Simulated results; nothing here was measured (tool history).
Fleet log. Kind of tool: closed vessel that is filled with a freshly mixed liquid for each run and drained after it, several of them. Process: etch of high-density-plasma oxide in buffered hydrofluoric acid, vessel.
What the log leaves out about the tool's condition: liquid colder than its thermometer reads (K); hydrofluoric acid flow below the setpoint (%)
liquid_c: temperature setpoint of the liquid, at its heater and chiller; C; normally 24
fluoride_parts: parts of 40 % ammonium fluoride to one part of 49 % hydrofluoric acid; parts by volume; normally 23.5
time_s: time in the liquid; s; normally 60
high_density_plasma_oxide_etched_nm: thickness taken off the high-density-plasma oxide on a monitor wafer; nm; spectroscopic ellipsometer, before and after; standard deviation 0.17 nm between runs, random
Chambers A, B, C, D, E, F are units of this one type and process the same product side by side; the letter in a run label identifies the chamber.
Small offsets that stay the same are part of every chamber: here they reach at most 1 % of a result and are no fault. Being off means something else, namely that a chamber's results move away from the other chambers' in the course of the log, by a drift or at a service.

run    day  liquid_c  fluoride_parts  time_s  hours since the thermometer was replaced  hours since the hydrofluoric acid flow meter was replaced  read-back film thickness of the high-density-plasma oxide reference wafer, read on the same gauge (nm)  high_density_plasma_oxide_etched_nm
 1D  0.308        24            23.5      60                                      1145                                                      849.1                                                                                                  149.98                               33.611
 2A  0.575        24            23.5      60                                      35.7                                                      206.7                                                                                                  149.99                               33.913
 3C  0.833        24            23.5      60                                    1537.3                                                      493.5                                                                                                  149.99                               34.114
 4E  1.117        24            23.5      60                                    1821.4                                                      461.8                                                                                                     150                               33.354
 5F  1.438        24            23.5      60                                    1225.4                                                      560.5                                                                                                     150                               33.681
 6B  1.708        24            23.5      60                                    1432.1                                                      337.4                                                                                                  150.01                                34.09
 7D  2.046        24            23.5      60                                    1186.7                                                      890.8                                                                                                  150.01                               33.423
 8F  2.204        24            23.5      60                                    1243.8                                                      578.9                                                                                                  149.97                               33.781
 9E  2.533        24            23.5      60                                    1855.4                                                      495.8                                                                                                  149.96                               33.594
10C  2.838        24            23.5      60                                    1585.4                                                      541.6                                                                                                  150.02                               34.098
11B  3.129      19.5            23.5      60                                    1466.2                                                      371.5                                                                                                  149.99                               26.386
12A  3.292      19.5            23.5      60                                     100.9                                                      271.9                                                                                                  150.03                               26.153
     3.504  -- chamber D: thermometer replaced
13C  3.517      19.5            23.5      60                                    1601.7                                                      557.9                                                                                                  150.06                               26.355
14D  3.675      19.5            23.5      60                                       4.2                                                      929.9                                                                                                  150.03                                26.24
     3.879  -- chamber B: thermometer replaced
15E  3.879      19.5            23.5      60                                    1887.7                                                      528.1                                                                                                  149.95                               25.987
16A    4.2      19.5            23.5      60                                     122.7                                                      293.7                                                                                                  150.03                               26.389
17F  4.388        24            23.5      60                                    1296.2                                                      631.3                                                                                                  149.99                               33.386
18B   4.65        24            23.5      60                                      18.6                                                        408                                                                                                  150.02                               33.301
19D  4.883        24            23.5      60                                      33.2                                                      958.9                                                                                                  150.04                               34.006
20A  5.058        24            23.5      70                                     143.3                                                      314.3                                                                                                     150                               39.799
21C  5.321        24            23.5      70                                      1645                                                      601.2                                                                                                  149.95                                39.72
22B  5.496        24            23.5      70                                      38.9                                                      428.3                                                                                                  150.01                               38.545
23F  5.792        24            23.5      70                                    1329.9                                                        665                                                                                                  149.98                               39.607
24E  6.038        24            23.5      70                                    1939.5                                                      579.9                                                                                                  149.95                               39.075
25A  6.317        24            23.5      70                                     173.5                                                      344.5                                                                                                  149.97                                39.71
26D  6.521        24            23.5      60                                      72.5                                                      998.2                                                                                                     150                               33.462
27C  6.796        24            23.5      60                                    1680.4                                                      636.6                                                                                                  150.02                               34.041
28F  6.971        24              30      60                                    1358.2                                                      693.3                                                                                                  149.98                               28.249
29E  7.238        24              30      60                                    1968.3                                                      608.7                                                                                                  149.99                               28.381
30B  7.454        24              30      60                                      85.9                                                      475.3                                                                                                     150                               26.886
31D   7.75        24              30      60                                       102                                                     1027.7                                                                                                     150                               28.305
32B  7.946        24              30      60                                      97.7                                                      487.1                                                                                                  150.02                               26.784
33F  8.208        24              30      60                                    1387.9                                                        723                                                                                                  149.98                               28.505
34A    8.4        24            23.5      60                                     223.5                                                      394.5                                                                                                  150.01                               34.014
35C  8.658        24            23.5      60                                    1725.1                                                      681.3                                                                                                  150.06                               34.047
36E  8.942        24            23.5      60                                    2009.2                                                      649.6                                                                                                  149.97                               33.507
37B  9.242      20.5            23.5      30                                     128.8                                                      518.2                                                                                                  149.99                               13.132
38E  9.429      20.5            23.5      30                                    2020.9                                                      661.3                                                                                                  149.99                               13.806

Next, every chamber runs the same settings. What will each give?
39A  9.671      28.5            23.5      60                                                                                                                                                                                                                                                 ?
39B  9.671      28.5            23.5      60                                                                                                                                                                                                                                                 ?
39C  9.671      28.5            23.5      60                                                                                                                                                                                                                                                 ?
39D  9.671      28.5            23.5      60                                                                                                                                                                                                                                                 ?
39E  9.671      28.5            23.5      60                                                                                                                                                                                                                                                 ?
39F  9.671      28.5            23.5      60                                                                                                                                                                                                                                                 ?

run  high_density_plasma_oxide_etched_nm
39A                               43.585
39B                               40.174
39C                               43.707
39D                               42.886
39E                               42.956
39F                               43.208
